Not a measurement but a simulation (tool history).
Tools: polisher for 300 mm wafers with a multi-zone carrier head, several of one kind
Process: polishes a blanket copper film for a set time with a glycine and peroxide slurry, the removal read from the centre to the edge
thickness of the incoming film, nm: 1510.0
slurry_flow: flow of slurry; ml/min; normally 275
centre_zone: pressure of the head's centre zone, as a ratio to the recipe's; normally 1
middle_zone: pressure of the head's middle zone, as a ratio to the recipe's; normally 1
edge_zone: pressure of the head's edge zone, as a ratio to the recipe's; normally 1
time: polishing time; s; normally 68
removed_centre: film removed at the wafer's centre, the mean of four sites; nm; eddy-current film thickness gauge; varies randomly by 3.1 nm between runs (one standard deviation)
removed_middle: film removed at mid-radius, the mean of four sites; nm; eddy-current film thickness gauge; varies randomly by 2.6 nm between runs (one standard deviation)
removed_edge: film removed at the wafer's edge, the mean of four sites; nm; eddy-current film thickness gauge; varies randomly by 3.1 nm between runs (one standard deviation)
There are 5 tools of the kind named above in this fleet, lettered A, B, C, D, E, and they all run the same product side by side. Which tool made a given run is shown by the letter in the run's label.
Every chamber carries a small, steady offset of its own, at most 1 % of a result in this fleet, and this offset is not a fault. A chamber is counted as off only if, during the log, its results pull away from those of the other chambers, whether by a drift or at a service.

run,hour,slurry_flow,centre_zone,middle_zone,edge_zone,time,wafers polished on this pad,hours since the slurry nozzle was cleaned,hours since the centre zone pressure was calibrated,hours since the edge zone pressure was calibrated,removed_centre,removed_middle,removed_edge
1B,7,275,1,1,1,68,325,291,972.5,431.3,284.92,290.25,290.08
2A,12.8,275,1,1,1,68,979,535.8,307.3,949.5,287.87,281.49,278.09
# hour 14.2: chamber C: slurry nozzle cleaned
3E,22.4,275,1,1,1,68,288,788.4,515.1,479.7,289.45,288.02,286.64
# hour 29: chamber E: centre zone pressure recalibrated
4D,32,275,1,1,1,68,290,701,213.6,936.6,285.32,288.3,288.13
# hour 35.1: chamber A: worn pad replaced by a new one
# hour 38.5: chamber E: edge zone pressure recalibrated
5C,43.7,275,1,1.09,1,90,651,29.6,200.3,53.6,380.49,416.52,375.21
# hour 43.9: chamber E: slurry nozzle cleaned
# hour 45: chamber B: worn pad replaced by a new one
6B,49.4,275,1,1.09,1,90,38,333.4,1014.9,473.7,376.88,413.78,378.71
# hour 53: chamber B: centre zone pressure recalibrated
7D,58.3,275,1,1.09,1,90,521,727.3,239.9,962.9,380.16,406,384.78
8E,69.2,275,1,1.09,1,90,698,25.4,40.2,30.8,380.24,420.39,377.87
# hour 75.3: chamber D: edge zone pressure recalibrated
9C,78.7,275,1,1.09,1,90,957,64.6,235.3,88.6,377.72,416.24,385.3
# hour 79.7: chamber D: slurry nozzle cleaned
# hour 80.7: chamber C: worn pad replaced by a new one
10A,84.9,210,1,1,1,68,437,607.9,379.4,1021.6,285.75,278.5,278.16
11E,93.9,210,1,1,1,68,914,50.1,64.9,55.5,278.4,272.85,282.76
# hour 97: chamber E: worn pad replaced by a new one
12D,104.3,210,1,1,1,68,924,24.6,285.9,29,277.39,282.28,278.67
13A,112.2,210,1,1,1,68,676,635.2,406.7,1048.9,277.16,273.66,271.87
# hour 115.5: chamber A: edge zone pressure recalibrated
# hour 118.1: chamber B: worn pad replaced by a new one
14B,118.4,210,1,1,1,68,2,402.4,65.4,542.7,276.29,277.37,279.94
15C,123.8,275,1,1.09,0.91,68,377,109.7,280.4,133.7,285.06,314.77,271.78
16B,134.4,275,1,1.09,0.91,68,143,418.4,81.4,558.7,286.99,312.67,272.12
# hour 139.8: chamber D: worn pad replaced by a new one
17A,146.2,275,1,1.09,0.91,68,974,669.2,440.7,30.8,292.81,307.46,273.67
18D,155.1,275,1,1.09,0.91,68,134,75.4,336.7,79.8,283.94,316.02,273.79
19C,162.8,275,1,1.09,0.91,68,719,148.7,319.4,172.7,286.17,313.14,270.93
# hour 169: chamber A: worn pad replaced by a new one
20E,173,275,1,1,1,68,666,129.2,144,134.6,287.93,291.42,284.43
21E,178.9,275,1,1,1,68,718,135.1,149.9,140.5,289.81,288.22,295.55
22C,184.2,275,1,1,1,68,906,170.1,340.8,194.1,288.42,287.4,284.93
# hour 185.2: chamber E: worn pad replaced by a new one
# hour 185.5: chamber B: worn pad replaced by a new one
23A,195.7,275,1,1,1,68,234,718.7,490.2,80.3,285.35,281.37,282.01
# hour 200.3: chamber C: worn pad replaced by a new one
24D,203.6,275,1,1,1,68,559,123.9,385.2,128.3,285.05,281.57,291.98
# hour 204.8: chamber C: centre zone pressure recalibrated
25B,215.4,275,1,1,1,68,262,499.4,162.4,639.7,283.54,288.5,283.05
26E,227.6,275,1,1,1,68,371,183.8,198.6,189.2,287.31,289.16,289.12
27C,239.7,275,1,1,1,68,345,225.6,34.9,249.6,291.57,286.39,284.83
28B,251.9,275,1,1,1,68,581,535.9,198.9,676.2,292.96,286.32,289.08
29A,258.3,275,1,1,1,68,782,781.3,552.8,142.9,289.76,282.84,281.66
# hour 264.3: chamber B: worn pad replaced by a new one
30D,270.1,275,1,1,1,68,1142,190.4,451.7,194.8,284.98,284.23,288.89
# hour 279: chamber A: worn pad replaced by a new one
31D,281.7,275,1,1,1,68,1244,202,463.3,206.4,282.35,285.67,289.79
32E,287,275,1,1,1,68,892,243.2,258,248.6,293.1,290.38,286.07
# hour 287.2: chamber E: worn pad replaced by a new one
33B,298.2,275,1,1,1,68,297,582.2,245.2,722.5,287.4,287.98,285.24
# hour 298.8: chamber D: worn pad replaced by a new one
# hour 306.9: chamber C: worn pad replaced by a new one
34C,307.3,275,1,1,1,68,4,293.2,102.5,317.2,290.19,288.35,283.63
35A,313.8,275,1,1,1,68,305,836.8,608.3,198.4,283.17,285.01,290
36C,324.3,275,1,1,1,68,153,310.2,119.5,334.2,283.4,290.61,280.56
37D,332.4,215,1,1,1.09,68,294,252.7,514,257.1,272.51,277.89,291.88
# hour 335.1: chamber B: worn pad replaced by a new one
38B,341.6,215,1,1,1.09,68,57,625.6,288.6,765.9,277.02,284.02,296.2
39E,353.4,215,1,1,1.09,68,580,309.6,324.4,315,281.13,279.89,294.27
40A,361.4,215,1,1,1.09,68,722,884.4,655.9,246,277.07,274.92,297.07

Each of the 5 chambers runs these same settings next. Fill in every chamber's results:
41A,370.2,275,0.9,1,1,68,,,,,?,?,?
41B,370.2,275,0.9,1,1,68,,,,,?,?,?
41C,370.2,275,0.9,1,1,68,,,,,?,?,?
41D,370.2,275,0.9,1,1,68,,,,,?,?,?
41E,370.2,275,0.9,1,1,68,,,,,?,?,?

run,removed_centre,removed_middle,removed_edge
41A,258.09,283.81,281.53
41B,255.62,292.86,283.33
41C,251.4,286.86,288.94
41D,255.22,287.37,285.2
41E,256.73,289.26,284.01

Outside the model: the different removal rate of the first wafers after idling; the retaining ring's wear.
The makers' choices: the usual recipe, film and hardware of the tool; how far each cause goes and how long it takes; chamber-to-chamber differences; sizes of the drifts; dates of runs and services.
